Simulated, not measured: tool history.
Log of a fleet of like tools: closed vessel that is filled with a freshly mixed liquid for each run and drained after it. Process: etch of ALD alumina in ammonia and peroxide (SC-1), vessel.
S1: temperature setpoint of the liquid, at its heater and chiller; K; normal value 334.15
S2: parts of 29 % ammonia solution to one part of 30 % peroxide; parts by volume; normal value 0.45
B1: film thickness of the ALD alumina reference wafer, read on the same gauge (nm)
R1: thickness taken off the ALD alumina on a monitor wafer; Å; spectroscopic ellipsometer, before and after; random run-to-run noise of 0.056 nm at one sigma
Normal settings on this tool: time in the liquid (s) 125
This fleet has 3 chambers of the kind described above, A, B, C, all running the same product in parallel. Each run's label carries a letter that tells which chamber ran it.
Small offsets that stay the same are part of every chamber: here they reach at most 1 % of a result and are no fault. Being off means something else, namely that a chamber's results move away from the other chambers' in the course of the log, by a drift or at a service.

{"run": "1B", "hour": 7.0, "S1": 334.15, "S2": 0.45, "time in the liquid (s)": 125, "B1": 89.988, "R1": 104.41}
{"hour": 9.0, "done": "chamber C: new drum of ammonia solution connected"}
{"run": "2A", "hour": 21.5, "S1": 334.15, "S2": 0.45, "time in the liquid (s)": 125, "B1": 90.006, "R1": 104.18}
{"hour": 22.2, "done": "chamber A: new drum of ammonia solution connected"}
{"run": "3C", "hour": 33.4, "S1": 334.15, "S2": 0.45, "time in the liquid (s)": 125, "B1": 90, "R1": 104.67}
{"run": "4B", "hour": 47.3, "S1": 334.15, "S2": 0.45, "time in the liquid (s)": 125, "B1": 89.984, "R1": 105.64}
{"run": "5C", "hour": 59.4, "S1": 334.15, "S2": 0.45, "time in the liquid (s)": 125, "B1": 90.003, "R1": 103.23}
{"run": "6A", "hour": 70.9, "S1": 334.15, "S2": 0.45, "time in the liquid (s)": 125, "B1": 90, "R1": 105.07}
{"run": "7C", "hour": 86.5, "S1": 334.15, "S2": 0.45, "time in the liquid (s)": 60, "B1": 90.011, "R1": 49.971}
{"run": "8A", "hour": 99.4, "S1": 334.15, "S2": 0.45, "time in the liquid (s)": 60, "B1": 90.005, "R1": 50.329}
{"run": "9B", "hour": 112.5, "S1": 334.15, "S2": 0.45, "time in the liquid (s)": 60, "B1": 90.029, "R1": 50.144}
{"run": "10C", "hour": 121.0, "S1": 334.15, "S2": 0.45, "time in the liquid (s)": 125, "B1": 90.021, "R1": 103.99}
{"run": "11A", "hour": 131.7, "S1": 334.15, "S2": 0.45, "time in the liquid (s)": 125, "B1": 89.991, "R1": 105.08}
{"run": "12B", "hour": 145.9, "S1": 334.15, "S2": 0.45, "time in the liquid (s)": 125, "B1": 90.003, "R1": 104.89}
{"run": "13C", "hour": 160.7, "S1": 334.15, "S2": 0.45, "time in the liquid (s)": 125, "B1": 90.008, "R1": 104.06}
{"run": "14B", "hour": 173.8, "S1": 334.15, "S2": 0.45, "time in the liquid (s)": 125, "B1": 89.996, "R1": 105}
{"run": "15A", "hour": 183.5, "S1": 334.15, "S2": 0.45, "time in the liquid (s)": 125, "B1": 90.012, "R1": 106.65}
{"run": "16B", "hour": 191.4, "S1": 334.15, "S2": 0.45, "time in the liquid (s)": 195, "B1": 89.977, "R1": 163.28}
{"run": "17A", "hour": 205.7, "S1": 334.15, "S2": 0.45, "time in the liquid (s)": 195, "B1": 90.004, "R1": 165.5}
{"run": "18C", "hour": 220.3, "S1": 334.15, "S2": 0.45, "time in the liquid (s)": 195, "B1": 89.986, "R1": 162.11}
{"run": "19B", "hour": 228.5, "S1": 334.15, "S2": 0.45, "time in the liquid (s)": 125, "B1": 90.002, "R1": 104.68}
{"hour": 234.4, "done": "chamber A: new drum of ammonia solution connected"}
{"run": "20A", "hour": 235.8, "S1": 342.15, "S2": 0.6, "time in the liquid (s)": 125, "B1": 90.001, "R1": 162.03}
{"run": "21C", "hour": 249.9, "S1": 342.15, "S2": 0.6, "time in the liquid (s)": 125, "B1": 89.974, "R1": 159.53}
{"run": "22A", "hour": 256.8, "S1": 342.15, "S2": 0.6, "time in the liquid (s)": 125, "B1": 90.035, "R1": 162.31}
{"run": "23C", "hour": 266.3, "S1": 334.15, "S2": 0.45, "time in the liquid (s)": 125, "B1": 89.993, "R1": 104.03}
{"run": "24B", "hour": 281.3, "S1": 325.65, "S2": 0.45, "time in the liquid (s)": 185, "B1": 89.989, "R1": 99.535}
{"run": "25A", "hour": 291.3, "S1": 325.65, "S2": 0.45, "time in the liquid (s)": 185, "B1": 90.009, "R1": 101.04}
{"run": "26B", "hour": 304.3, "S1": 325.65, "S2": 0.45, "time in the liquid (s)": 185, "B1": 90.003, "R1": 99.473}
{"run": "27C", "hour": 319.0, "S1": 334.15, "S2": 0.45, "time in the liquid (s)": 125, "B1": 89.998, "R1": 104.21}
{"hour": 328.2, "done": "chamber B: ammonia flow meter replaced"}
{"run": "28A", "hour": 330.9, "S1": 334.15, "S2": 0.45, "time in the liquid (s)": 125, "B1": 90.013, "R1": 106.79}
{"hour": 339.5, "done": "chamber B: thermometer replaced"}
{"run": "29C", "hour": 341.1, "S1": 334.15, "S2": 0.45, "time in the liquid (s)": 125, "B1": 90.027, "R1": 104.41}
{"run": "30B", "hour": 349.3, "S1": 334.15, "S2": 0.45, "time in the liquid (s)": 125, "B1": 89.971, "R1": 103.83}
{"run": "31B", "hour": 358.1, "S1": 334.15, "S2": 0.45, "time in the liquid (s)": 125, "B1": 90.009, "R1": 103.78}
{"run": "32C", "hour": 369.5, "S1": 334.15, "S2": 0.45, "time in the liquid (s)": 125, "B1": 90.014, "R1": 103.35}
{"run": "33A", "hour": 384.7, "S1": 334.15, "S2": 0.45, "time in the liquid (s)": 125, "B1": 89.994, "R1": 106.98}

Which is it: a chamber that has drifted or been left off by a service, a gauge drift common to all chambers, or only each chamber's usual small offset? If a chamber is off, name it and its likeliest cause.

Little by little, chamber A moves away from the other chambers.
Likeliest cause: liquid hotter than its thermometer reads (K) = 0.605.

Here are 4 candidates for chamber A's next run, each the usual settings with a change, their results left as question marks. Which one brings its results back in line with what the others give on the usual settings?
Counts as in line when no further than this from what the other chambers average on the usual settings: R1 2 Å
{"run": "34A-1", "hour": 396.2, "S1": 334.15, "S2": 0.2, "time in the liquid (s)": 125, "R1": "?"}
{"run": "34A-2", "hour": 396.2, "S1": 335.65, "S2": 0.45, "time in the liquid (s)": 125, "R1": "?"}
{"run": "34A-3", "hour": 396.2, "S1": 334.15, "S2": 0.65, "time in the liquid (s)": 125, "R1": "?"}
{"run": "34A-4", "hour": 396.2, "S1": 334.15, "S2": 0.3, "time in the liquid (s)": 125, "R1": "?"}

What the other chambers average on the usual settings: R1 103.94 Å
run=34A-1 R1=100.17
run=34A-2 R1=116.55
run=34A-3 R1=111.76
run=34A-4 R1=103.99
The right change is 34A-4: it brings the chamber back within the allowed miss of the others.
